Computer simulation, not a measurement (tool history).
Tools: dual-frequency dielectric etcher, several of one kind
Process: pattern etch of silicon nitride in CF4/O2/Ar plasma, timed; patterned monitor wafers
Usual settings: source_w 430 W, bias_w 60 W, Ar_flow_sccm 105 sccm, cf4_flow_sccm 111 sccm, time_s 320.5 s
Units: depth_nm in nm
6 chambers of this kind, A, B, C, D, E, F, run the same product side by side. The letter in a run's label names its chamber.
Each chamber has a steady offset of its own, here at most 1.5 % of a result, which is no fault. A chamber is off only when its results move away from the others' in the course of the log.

run,hour,source_w,bias_w,Ar_flow_sccm,cf4_flow_sccm,time_s,hours since the last wet clean,hours since the last source power generator calibration,hours since the last bias power generator calibration,hours since the last Ar flow controller change,hours since the last CF4 flow controller change,"read-back reference wafer on the same gauge, depth_nm",depth_nm
1A,7.1,430,60,105,111,320.5,174,3393.3,2219,966.5,323.1,595.02,578.12
2C,15.2,430,60,105,111,320.5,347.4,692.9,76.1,1011.2,2763.7,595.21,584.48
3E,19.8,430,60,105,111,320.5,198,62.7,2629.9,2506.6,3701.8,595.35,580.55
# hour 23: chamber F: bias power generator calibrated
# hour 23.6: chamber F: wet clean of the chamber
4D,25.8,430,60,105,111,320.5,174.8,455.9,1329,29.1,463.8,595.32,576.75
5F,34.2,430,60,105,111,320.5,10.6,1496.5,11.3,712.3,530.7,595.46,574.34
6B,41.4,430,60,105,111,320.5,216.9,3402.5,494.8,1528.9,643,595.72,577.11
7F,47.1,430,60,105,111,320.5,23.5,1509.4,24.2,725.2,543.6,595.74,575.13
8A,51,430,51,105,111,320.5,217.9,3437.2,2262.9,1010.4,367,595.76,543.07
# hour 51.5: chamber C: wet clean of the chamber
9B,56.2,430,51,105,111,320.5,231.7,3417.3,509.6,1543.7,657.8,595.98,543.77
10E,61.5,430,51,105,111,320.5,239.7,104.4,2671.6,2548.3,3743.5,595.59,547.68
11D,65.3,430,51,105,111,320.5,214.3,495.4,1368.5,68.6,503.3,595.9,541.78
12C,69.3,430,51,105,111,320.5,17.8,747,130.2,1065.3,2817.8,596.17,550.11
13F,75.1,430,51,105,111,320.5,51.5,1537.4,52.2,753.2,571.6,596.48,539.64
14C,81,430,60,105,111,320.5,29.5,758.7,141.9,1077,2829.5,596.07,587.5
15E,85,430,60,105,111,320.5,263.2,127.9,2695.1,2571.8,3767,596.43,581.02
16B,92,430,60,105,111,320.5,267.5,3453.1,545.4,1579.5,693.6,596.48,578.68
17D,96.8,430,60,105,111,320.5,245.8,526.9,1400,100.1,534.8,596.36,576.44
18A,105,430,60,129,120,320.5,271.9,3491.2,2316.9,1064.4,421,596.74,569.36
19C,111.8,430,60,129,120,320.5,60.3,789.5,172.7,1107.8,2860.3,596.5,578.7
20A,118.8,430,60,129,120,320.5,285.7,3505,2330.7,1078.2,434.8,596.81,570.5
21B,122.7,430,60,129,120,320.5,298.2,3483.8,576.1,1610.2,724.3,596.62,570.44
22D,129.9,430,60,129,120,320.5,278.9,560,1433.1,133.2,567.9,596.88,570.58
23E,137.1,430,60,129,120,320.5,315.3,180,2747.2,2623.9,3819.1,596.95,574.8
24F,140.9,430,60,105,111,320.5,117.3,1603.2,118,819,637.4,597.09,574.95
25B,148.9,480,60,105,111,320.5,324.4,3510,602.3,1636.4,750.5,597.3,637.67
26E,153.7,480,60,105,111,320.5,331.9,196.6,2763.8,2640.5,3835.7,597.37,642.83
27A,158.4,480,60,105,111,320.5,325.3,3544.6,2370.3,1117.8,474.4,597.4,636.47
28F,165.5,480,60,105,111,320.5,141.9,1627.8,142.6,843.6,662,597.72,634.91
29D,173.6,480,60,105,111,320.5,322.6,603.7,1476.8,176.9,611.6,597.84,635.78
30C,178,480,60,105,111,320.5,126.5,855.7,238.9,1174,2926.5,597.63,647.61
31F,184.8,430,60,105,111,320.5,161.2,1647.1,161.9,862.9,681.3,597.83,576.24
32B,193.4,430,60,105,111,320.5,368.9,3554.5,646.8,1680.9,795,598,578.7
33A,198.1,430,60,105,111,237.5,365,3584.3,2410,1157.5,514.1,597.99,431.19
34E,203.6,430,60,105,111,237.5,381.8,246.5,2813.7,2690.4,3885.6,598.2,432.34
35C,211.7,430,60,105,111,237.5,160.2,889.4,272.6,1207.7,2960.2,598.03,435.81
36D,219.9,430,60,105,111,237.5,368.9,650,1523.1,223.2,657.9,598.41,429.53
37C,224.3,430,60,105,111,237.5,172.8,902,285.2,1220.3,2972.8,598.47,436.16
38B,231,430,60,105,111,237.5,406.5,3592.1,684.4,1718.5,832.6,598.62,429.53
39A,236.1,430,60,105,111,320.5,403,3622.3,2448,1195.5,552.1,598.74,580.51

All 6 chambers run these settings next. Forecast each chamber's results:
40A,242.3,540,60,105,111,320.5,,,,,,,?
40B,242.3,540,60,105,111,320.5,,,,,,,?
40C,242.3,540,60,105,111,320.5,,,,,,,?
40D,242.3,540,60,105,111,320.5,,,,,,,?
40E,242.3,540,60,105,111,320.5,,,,,,,?
40F,242.3,540,60,105,111,320.5,,,,,,,?

run,depth_nm
40A,703.84
40B,707.22
40C,718.02
40D,705.9
40E,712.01
40F,705.74
